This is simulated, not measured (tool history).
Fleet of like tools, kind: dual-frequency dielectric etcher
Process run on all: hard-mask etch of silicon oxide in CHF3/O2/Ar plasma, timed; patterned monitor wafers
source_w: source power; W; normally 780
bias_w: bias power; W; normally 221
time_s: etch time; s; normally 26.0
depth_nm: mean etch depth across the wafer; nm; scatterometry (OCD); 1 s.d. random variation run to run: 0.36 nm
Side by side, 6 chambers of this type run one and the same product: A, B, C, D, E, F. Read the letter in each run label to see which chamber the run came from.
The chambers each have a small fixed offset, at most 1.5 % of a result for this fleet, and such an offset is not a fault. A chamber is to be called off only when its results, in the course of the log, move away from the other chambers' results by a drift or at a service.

run   hour  source_w  bias_w  time_s  hours since the last wet clean  hours since the last source power generator calibration  hours since the last bias power generator calibration  read-back reference wafer on the same gauge, depth_nm  depth_nm
 1E    4.3       780     221    26.0                           178.1                                                   1165.7                                                 1581.0                                                 60.111    61.538
 2F    8.8       780     221    26.0                           312.2                                                   3179.2                                                 1517.0                                                 60.095    62.293
 3D   13.4       780     221    26.0                            96.8                                                   3062.3                                                  669.0                                                 59.991    61.021
 4C   19.1       780     221    26.0                           462.5                                                   1057.8                                                 3519.7                                                 60.094    60.735
 5B   22.3       780     221    26.0                           403.9                                                   3114.9                                                 2646.7                                                 60.115    60.616
      24.1  -- chamber E: bias power generator calibrated
 6A   26.7       780     221    26.0                           168.5                                                    216.5                                                  463.3                                                 60.067    60.417
 7E   32.2       780     241    26.0                           206.0                                                   1193.6                                                    8.1                                                 60.018    63.339
 8D   36.5       780     241    26.0                           119.9                                                   3085.4                                                  692.1                                                 60.160    62.490
 9A   39.8       780     241    26.0                           181.6                                                    229.6                                                  476.4                                                 60.141    62.058
10B   46.1       780     241    26.0                           427.7                                                   3138.7                                                 2670.5                                                 60.070    63.370
11C   52.4       780     241    26.0                           495.8                                                   1091.1                                                 3553.0                                                 60.122    62.127
      56.3  -- chamber F: bias power generator calibrated
12F   58.2       780     241    26.0                           361.6                                                   3228.6                                                    1.9                                                 60.102    63.272
13E   62.3       780     221    26.0                           236.1                                                   1223.7                                                   38.2                                                 60.117    61.713
14A   65.5       780     221    26.0                           207.3                                                    255.3                                                  502.1                                                 60.119    60.781
15B   69.1       860     221    26.0                           450.7                                                   3161.7                                                 2693.5                                                 60.052    62.859
16D   72.2       860     221    26.0                           155.6                                                   3121.1                                                  727.8                                                 60.036    63.564
17C   77.8       860     221    26.0                           521.2                                                   1116.5                                                 3578.4                                                 60.078    63.395
18F   81.6       860     221    26.0                           385.0                                                   3252.0                                                   25.3                                                 60.041    63.815
19A   85.4       860     221    26.0                           227.2                                                    275.2                                                  522.0                                                 60.096    63.310
20B   90.1       860     221    26.0                           471.7                                                   3182.7                                                 2714.5                                                 60.060    63.531
21C   93.3       780     221    26.0                           536.7                                                   1132.0                                                 3593.9                                                 60.197    61.015
22E   99.2       780     221    26.0                           273.0                                                   1260.6                                                   75.1                                                 60.007    61.642
     101.1  -- chamber C: bias power generator calibrated
23D  103.9       590     170    26.0                           187.3                                                   3152.8                                                  759.5                                                 60.074    50.422
24F  109.4       590     170    26.0                           412.8                                                   3279.8                                                   53.1                                                 60.060    50.861
25F  113.5       590     170    26.0                           416.9                                                   3283.9                                                   57.2                                                 60.099    51.061
26A  116.3       590     170    26.0                           258.1                                                    306.1                                                  552.9                                                 60.036    49.845
27E  120.1       590     170    26.0                           293.9                                                   1281.5                                                   96.0                                                 60.108    50.678
     120.9  -- chamber B: wet clean of the chamber
28D  124.7       590     170    26.0                           208.1                                                   3173.6                                                  780.3                                                 60.148    50.143
29B  127.7       780     221    26.0                             6.8                                                   3220.3                                                 2752.1                                                 60.120    61.282
30C  131.4       780     221    26.0                           574.8                                                   1170.1                                                   30.3                                                 60.086    60.412
31F  135.4       780     221    26.0                           438.8                                                   3305.8                                                   79.1                                                 60.137    61.448
32B  138.6       780     221    26.0                            17.7                                                   3231.2                                                 2763.0                                                 60.075    61.333
33E  141.8       780     221    26.0                           315.6                                                   1303.2                                                  117.7                                                 60.056    61.957
34C  146.7       670     272    26.0                           590.1                                                   1185.4                                                   45.6                                                 60.181    61.914
35D  150.0       670     272    26.0                           233.4                                                   3198.9                                                  805.6                                                 60.082    61.589
36A  153.7       670     272    26.0                           295.5                                                    343.5                                                  590.3                                                 60.127    61.553
37A  157.0       670     272    26.0                           298.8                                                    346.8                                                  593.6                                                 60.062    61.394
     161.5  -- chamber C: wet clean of the chamber
38B  162.0       670     272    26.0                            41.1                                                   3254.6                                                 2786.4                                                 60.101    62.134
39D  164.7       670     272    26.0                           248.1                                                   3213.6                                                  820.3                                                 60.021    61.524
40E  170.0       780     221    26.0                           343.8                                                   1331.4                                                  145.9                                                 60.116    61.969
41C  174.2       780     221    26.0                            12.7                                                   1212.9                                                   73.1                                                 60.035    61.286

Has any chamber moved away from the others, gradually or after a service, or does the common gauge drift, or do the chambers differ only by their own small steady offsets? State the chamber and the most likely cause if one applies.

The fleet is healthy, with each chamber sitting at its usual small offset and no drift in the gauge.

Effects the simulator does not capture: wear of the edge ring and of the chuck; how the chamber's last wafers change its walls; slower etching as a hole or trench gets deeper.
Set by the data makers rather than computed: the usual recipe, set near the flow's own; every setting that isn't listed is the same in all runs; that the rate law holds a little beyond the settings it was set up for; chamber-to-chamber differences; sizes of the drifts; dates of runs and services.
